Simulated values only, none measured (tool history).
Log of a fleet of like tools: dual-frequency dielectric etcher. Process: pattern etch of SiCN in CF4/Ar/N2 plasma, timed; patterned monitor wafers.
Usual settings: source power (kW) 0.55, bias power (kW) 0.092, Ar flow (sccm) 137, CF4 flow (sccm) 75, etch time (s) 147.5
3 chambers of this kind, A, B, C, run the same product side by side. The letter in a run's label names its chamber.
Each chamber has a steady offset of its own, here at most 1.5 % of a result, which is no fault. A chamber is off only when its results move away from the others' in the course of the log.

run,hour,source power (kW),bias power (kW),Ar flow (sccm),CF4 flow (sccm),etch time (s),hours since the last wet clean,hours since the last source power generator calibration,hours since the last bias power generator calibration,hours since the last Ar flow controller change,hours since the last CF4 flow controller change,"read-back reference wafer on the same gauge, depth_nm",mean etch depth across the wafer (angstrom)
1C,6.1,0.55,0.092,137,75,147.5,176.7,1680.3,1597.8,841.8,2346.8,142.01,1589.9
2A,10.8,0.55,0.092,137,75,147.5,501.6,2564.5,2450.6,1029.3,3378.7,141.94,1582.1
# hour 18.6: chamber A: wet clean of the chamber
3B,19.1,0.55,0.092,137,75,147.5,378.4,2366.6,1718.1,4313.1,1522.5,141.96,1583.8
# hour 20.8: chamber B: Ar flow controller replaced
4A,26.3,0.55,0.092,137,75,147.5,7.8,2580,2466.1,1044.8,3394.2,142.19,1597
5B,32,0.55,0.092,137,75,147.5,391.3,2379.5,1731,11.3,1535.4,141.98,1576.8
6C,39,0.55,0.092,137,75,147.5,209.6,1713.2,1630.7,874.7,2379.7,142.11,1579.5
7B,45.2,0.55,0.092,137,75,147.5,404.5,2392.7,1744.2,24.5,1548.6,142.08,1578.2
8A,51,0.55,0.092,137,75,147.5,32.5,2604.7,2490.8,1069.5,3418.9,142.1,1602.4
9C,58.9,0.55,0.092,137,75,147.5,229.5,1733.1,1650.6,894.6,2399.6,141.97,1574.5
10B,64.4,0.55,0.092,137,75,147.5,423.7,2411.9,1763.4,43.7,1567.8,142.06,1586.6
11C,69.7,0.55,0.092,137,75,147.5,240.3,1743.9,1661.4,905.4,2410.4,142.17,1579.7
# hour 73.8: chamber B: wet clean of the chamber
12A,76.5,0.55,0.092,137,75,147.5,58,2630.2,2516.3,1095,3444.4,142.07,1600.6
13A,84.1,0.55,0.092,137,75,147.5,65.6,2637.8,2523.9,1102.6,3452,141.9,1600.3
14B,90.4,0.55,0.092,137,75,147.5,16.6,2437.9,1789.4,69.7,1593.8,142.06,1581.1
15C,95.4,0.55,0.092,137,75,147.5,266,1769.6,1687.1,931.1,2436.1,141.81,1600.1
16B,103.2,0.55,0.092,137,75,147.5,29.4,2450.7,1802.2,82.5,1606.6,142.04,1579
17A,109.3,0.55,0.092,137,75,147.5,90.8,2663,2549.1,1127.8,3477.2,142.03,1591.4
18C,113.1,0.55,0.092,137,75,147.5,283.7,1787.3,1704.8,948.8,2453.8,142.1,1593.6
19C,117.3,0.55,0.092,137,75,147.5,287.9,1791.5,1709,953,2458,141.95,1591.1
20A,121.4,0.55,0.092,137,92,147.5,102.9,2675.1,2561.2,1139.9,3489.3,141.95,1648.6
21B,129.7,0.55,0.092,137,92,147.5,55.9,2477.2,1828.7,109,1633.1,141.83,1621.4
22B,137,0.55,0.092,137,92,147.5,63.2,2484.5,1836,116.3,1640.4,141.99,1618.8
23A,141.9,0.55,0.092,137,75,147.5,123.4,2695.6,2581.7,1160.4,3509.8,141.95,1600.1
24C,145.9,0.55,0.092,137,75,147.5,316.5,1820.1,1737.6,981.6,2486.6,142.09,1603.6
25B,153.5,0.55,0.092,137,75,147.5,79.7,2501,1852.5,132.8,1656.9,142.2,1590.4
26C,161.6,0.55,0.092,137,75,147.5,332.2,1835.8,1753.3,997.3,2502.3,142.04,1609.5
27A,170,0.55,0.092,137,75,147.5,151.5,2723.7,2609.8,1188.5,3537.9,142.08,1596.5
28B,175.9,0.55,0.092,137,75,147.5,102.1,2523.4,1874.9,155.2,1679.3,142.08,1589.4
29C,181,0.55,0.092,137,75,147.5,351.6,1855.2,1772.7,1016.7,2521.7,141.99,1627.9
30A,185.1,0.55,0.092,137,75,171,166.6,2738.8,2624.9,1203.6,3553,142.11,1865.8
31A,193.1,0.55,0.092,137,75,171,174.6,2746.8,2632.9,1211.6,3561,142.06,1859.4
# hour 198.4: chamber C: bias power generator calibrated
32C,201.5,0.55,0.092,137,75,171,372.1,1875.7,3.1,1037.2,2542.2,141.93,1889.3
33B,208.9,0.55,0.092,137,75,147.5,135.1,2556.4,1907.9,188.2,1712.3,142.01,1576.7
34C,216.9,0.62,0.092,137,75,147.5,387.5,1891.1,18.5,1052.6,2557.6,142.18,1820.6
35A,221.3,0.62,0.092,137,75,147.5,202.8,2775,2661.1,1239.8,3589.2,142.15,1781
36B,226.8,0.62,0.092,137,75,147.5,153,2574.3,1925.8,206.1,1730.2,142.15,1753.4
37B,232.2,0.55,0.092,137,75,147.5,158.4,2579.7,1931.2,211.5,1735.6,142.01,1573.9
38A,238.4,0.55,0.092,137,75,147.5,219.9,2792.1,2678.2,1256.9,3606.3,141.97,1600
39C,244.2,0.67,0.072,137,75,147.5,414.8,1918.4,45.8,1079.9,2584.9,141.9,1786.8
40A,249.8,0.67,0.072,137,75,147.5,231.3,2803.5,2689.6,1268.3,3617.7,142.11,1741.4
41C,256.5,0.67,0.072,137,75,147.5,427.1,1930.7,58.1,1092.2,2597.2,142.05,1799.4
42B,261.2,0.6,0.092,137,84,147.5,187.4,2608.7,1960.2,240.5,1764.6,141.99,1745.4
43C,266.6,0.6,0.092,137,84,147.5,437.2,1940.8,68.2,1102.3,2607.3,141.98,1803.6

All 3 chambers run these settings next. Forecast each chamber's results:
44A,272.8,0.55,0.092,137,75,147.5,,,,,,,?
44B,272.8,0.55,0.092,137,75,147.5,,,,,,,?
44C,272.8,0.55,0.092,137,75,147.5,,,,,,,?

run,mean etch depth across the wafer (angstrom)
44A,1603.2
44B,1590.4
44C,1652.1

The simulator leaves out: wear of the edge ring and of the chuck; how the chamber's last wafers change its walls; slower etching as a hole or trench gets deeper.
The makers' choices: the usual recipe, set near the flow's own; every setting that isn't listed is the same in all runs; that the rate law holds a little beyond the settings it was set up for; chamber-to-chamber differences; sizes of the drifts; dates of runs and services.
